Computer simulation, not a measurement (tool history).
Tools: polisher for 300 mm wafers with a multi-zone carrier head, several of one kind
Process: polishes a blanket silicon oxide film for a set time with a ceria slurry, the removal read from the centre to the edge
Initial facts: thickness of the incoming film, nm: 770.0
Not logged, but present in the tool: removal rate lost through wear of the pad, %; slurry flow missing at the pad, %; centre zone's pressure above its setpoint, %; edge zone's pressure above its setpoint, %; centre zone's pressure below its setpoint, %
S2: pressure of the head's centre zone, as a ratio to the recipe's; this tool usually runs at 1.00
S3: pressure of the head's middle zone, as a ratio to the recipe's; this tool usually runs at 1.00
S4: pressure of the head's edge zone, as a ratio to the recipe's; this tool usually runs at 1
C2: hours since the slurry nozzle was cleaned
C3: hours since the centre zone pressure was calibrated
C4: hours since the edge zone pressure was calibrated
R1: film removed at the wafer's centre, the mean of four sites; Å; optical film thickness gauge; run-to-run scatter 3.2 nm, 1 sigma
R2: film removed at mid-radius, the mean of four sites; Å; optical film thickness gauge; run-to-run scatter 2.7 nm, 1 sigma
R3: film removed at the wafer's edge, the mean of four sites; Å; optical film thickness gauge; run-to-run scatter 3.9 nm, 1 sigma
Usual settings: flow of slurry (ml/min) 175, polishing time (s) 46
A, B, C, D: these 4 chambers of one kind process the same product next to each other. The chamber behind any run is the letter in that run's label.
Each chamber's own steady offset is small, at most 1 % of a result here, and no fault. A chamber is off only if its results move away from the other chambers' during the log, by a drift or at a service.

run 1B hour=4.4 | flow_of_slurry_(ml/min)=175 S2=1.00 S3=1.00 S4=1 polishing_time_(s)=46 | wafers_polished_on_this_pad=511 C2=192.1 C3=583.1 C4=412.5 | R1=2683.4 R2=2739.2 R3=2732.0
-- hour=6.3 chamber B: worn pad replaced by a new one
run 2A hour=8.2 | flow_of_slurry_(ml/min)=175 S2=1.00 S3=1.00 S4=1 polishing_time_(s)=46 | wafers_polished_on_this_pad=591 C2=179.8 C3=466.8 C4=520.7 | R1=2739.9 R2=2726.4 R3=2772.0
run 3C hour=11.2 | flow_of_slurry_(ml/min)=175 S2=1.00 S3=1.00 S4=1 polishing_time_(s)=46 | wafers_polished_on_this_pad=519 C2=644.8 C3=356.2 C4=276.9 | R1=2798.5 R2=2695.1 R3=2755.8
-- hour=13.6 chamber D: worn pad replaced by a new one
run 4D hour=14.1 | flow_of_slurry_(ml/min)=175 S2=1.00 S3=1.00 S4=1 polishing_time_(s)=46 | wafers_polished_on_this_pad=7 C2=113.8 C3=1011.6 C4=602.8 | R1=2692.1 R2=2708.0 R3=2746.6
run 5A hour=17.3 | flow_of_slurry_(ml/min)=175 S2=1.00 S3=1.00 S4=1 polishing_time_(s)=46 | wafers_polished_on_this_pad=713 C2=188.9 C3=475.9 C4=529.8 | R1=2724.3 R2=2710.7 R3=2722.3
run 6B hour=19.9 | flow_of_slurry_(ml/min)=175 S2=1.00 S3=1.00 S4=1 polishing_time_(s)=46 | wafers_polished_on_this_pad=183 C2=207.6 C3=598.6 C4=428.0 | R1=2685.5 R2=2676.0 R3=2699.9
run 7C hour=23.1 | flow_of_slurry_(ml/min)=175 S2=1.00 S3=1.00 S4=1 polishing_time_(s)=46 | wafers_polished_on_this_pad=679 C2=656.7 C3=368.1 C4=288.8 | R1=2777.7 R2=2717.6 R3=2720.5
-- hour=23.2 chamber A: centre zone pressure recalibrated
-- hour=24.2 chamber C: worn pad replaced by a new one
run 8D hour=26.7 | flow_of_slurry_(ml/min)=175 S2=1.00 S3=1.00 S4=1 polishing_time_(s)=46 | wafers_polished_on_this_pad=176 C2=126.4 C3=1024.2 C4=615.4 | R1=2685.2 R2=2741.3 R3=2653.5
run 9D hour=30.3 | flow_of_slurry_(ml/min)=125 S2=1.00 S3=0.92 S4=1 polishing_time_(s)=46 | wafers_polished_on_this_pad=225 C2=130.0 C3=1027.8 C4=619.0 | R1=2521.7 R2=2358.2 R3=2541.9
run 10B hour=35.1 | flow_of_slurry_(ml/min)=125 S2=1.00 S3=0.92 S4=1 polishing_time_(s)=46 | wafers_polished_on_this_pad=388 C2=222.8 C3=613.8 C4=443.2 | R1=2562.8 R2=2341.4 R3=2628.5
run 11A hour=38.3 | flow_of_slurry_(ml/min)=125 S2=1.00 S3=0.92 S4=1 polishing_time_(s)=46 | wafers_polished_on_this_pad=995 C2=209.9 C3=15.1 C4=550.8 | R1=2546.6 R2=2369.3 R3=2573.8
run 12C hour=40.5 | flow_of_slurry_(ml/min)=125 S2=1.00 S3=0.92 S4=1 polishing_time_(s)=46 | wafers_polished_on_this_pad=220 C2=674.1 C3=385.5 C4=306.2 | R1=2566.8 R2=2333.4 R3=2544.8
run 13A hour=43.8 | flow_of_slurry_(ml/min)=175 S2=1.00 S3=1.00 S4=1 polishing_time_(s)=46 | wafers_polished_on_this_pad=1069 C2=215.4 C3=20.6 C4=556.3 | R1=2677.7 R2=2691.3 R3=2711.0
run 14B hour=47.3 | flow_of_slurry_(ml/min)=175 S2=1.00 S3=1.00 S4=1 polishing_time_(s)=46 | wafers_polished_on_this_pad=552 C2=235.0 C3=626.0 C4=455.4 | R1=2711.4 R2=2701.0 R3=2706.8
-- hour=50.4 chamber D: worn pad replaced by a new one
run 15C hour=52.2 | flow_of_slurry_(ml/min)=175 S2=1.00 S3=1.00 S4=1 polishing_time_(s)=46 | wafers_polished_on_this_pad=377 C2=685.8 C3=397.2 C4=317.9 | R1=2713.9 R2=2707.0 R3=2664.6
run 16D hour=55.9 | flow_of_slurry_(ml/min)=175 S2=1.00 S3=1.00 S4=1 polishing_time_(s)=46 | wafers_polished_on_this_pad=74 C2=155.6 C3=1053.4 C4=644.6 | R1=2692.5 R2=2759.0 R3=2721.2
-- hour=56.3 chamber B: worn pad replaced by a new one
run 17D hour=58.5 | flow_of_slurry_(ml/min)=175 S2=1.00 S3=1.00 S4=1 polishing_time_(s)=52 | wafers_polished_on_this_pad=109 C2=158.2 C3=1056.0 C4=647.2 | R1=3167.5 R2=3104.9 R3=3135.2
run 18A hour=62.4 | flow_of_slurry_(ml/min)=175 S2=1.00 S3=1.00 S4=1 polishing_time_(s)=52 | wafers_polished_on_this_pad=1320 C2=234.0 C3=39.2 C4=574.9 | R1=2928.9 R2=2947.2 R3=2916.2
-- hour=66.9 chamber C: worn pad replaced by a new one
run 19B hour=67.0 | flow_of_slurry_(ml/min)=175 S2=1.00 S3=1.00 S4=1 polishing_time_(s)=52 | wafers_polished_on_this_pad=144 C2=254.7 C3=645.7 C4=475.1 | R1=3077.7 R2=3018.5 R3=3094.4
run 20C hour=69.2 | flow_of_slurry_(ml/min)=175 S2=1.00 S3=1.00 S4=1 polishing_time_(s)=52 | wafers_polished_on_this_pad=31 C2=702.8 C3=414.2 C4=334.9 | R1=3064.7 R2=3037.2 R3=3077.6
run 21D hour=72.1 | flow_of_slurry_(ml/min)=175 S2=1.00 S3=1.00 S4=1 polishing_time_(s)=46 | wafers_polished_on_this_pad=291 C2=171.8 C3=1069.6 C4=660.8 | R1=2705.6 R2=2713.5 R3=2763.8
run 22B hour=75.9 | flow_of_slurry_(ml/min)=175 S2=1.00 S3=1.00 S4=1 polishing_time_(s)=46 | wafers_polished_on_this_pad=263 C2=263.6 C3=654.6 C4=484.0 | R1=2642.8 R2=2694.6 R3=2673.4
run 23A hour=80.6 | flow_of_slurry_(ml/min)=175 S2=1.00 S3=1.00 S4=1 polishing_time_(s)=46 | wafers_polished_on_this_pad=1565 C2=252.2 C3=57.4 C4=593.1 | R1=2541.6 R2=2485.5 R3=2505.7
run 24C hour=82.9 | flow_of_slurry_(ml/min)=210 S2=0.91 S3=1.00 S4=1 polishing_time_(s)=46 | wafers_polished_on_this_pad=215 C2=716.5 C3=427.9 C4=348.6 | R1=2599.9 R2=2800.4 R3=2775.6

Is one chamber out of step, is the gauge drifting, or do the chambers differ by no more than their own small offsets? For an off chamber, give its letter and the likeliest cause.

It is chamber A that slowly wanders off from its peers.
Most likely cause: removal rate lost through wear of the pad, % = 9.64.
The log might look much the same if the cause were instead: slurry flow missing at the pad, %.

Here are 4 candidates for chamber A's next run, each the usual settings with a change, their results left as question marks. Which one brings its results back in line with what the others give on the usual settings?
Counts as in line when no further than this from what the other chambers average on the usual settings: R1 110.0 Å; R2 95.0 Å; R3 140.0 Å
run 25A-1 hour=86.5 | flow_of_slurry_(ml/min)=175 S2=1.00 S3=1.00 S4=1 polishing_time_(s)=45 | R1=? R2=? R3=?
run 25A-2 hour=86.5 | flow_of_slurry_(ml/min)=175 S2=1.00 S3=1.00 S4=1 polishing_time_(s)=47 | R1=? R2=? R3=?
run 25A-3 hour=86.5 | flow_of_slurry_(ml/min)=180 S2=1.01 S3=1.00 S4=1 polishing_time_(s)=50 | R1=? R2=? R3=?
run 25A-4 hour=86.5 | flow_of_slurry_(ml/min)=170 S2=0.99 S3=1.00 S4=1 polishing_time_(s)=42 | R1=? R2=? R3=?

Other chambers, usual settings, mean: R1 2726.6 Å; R2 2708.2 Å; R3 2720.4 Å
run=25A-1 R1=2398.6 R2=2392.6 R3=2434.5
run=25A-2 R1=2505.3 R2=2499.0 R3=2542.7
run=25A-3 R1=2708.2 R2=2670.3 R3=2713.9
run=25A-4 R1=2202.3 R2=2222.7 R3=2264.4
25A-3 brings the chamber back in line.
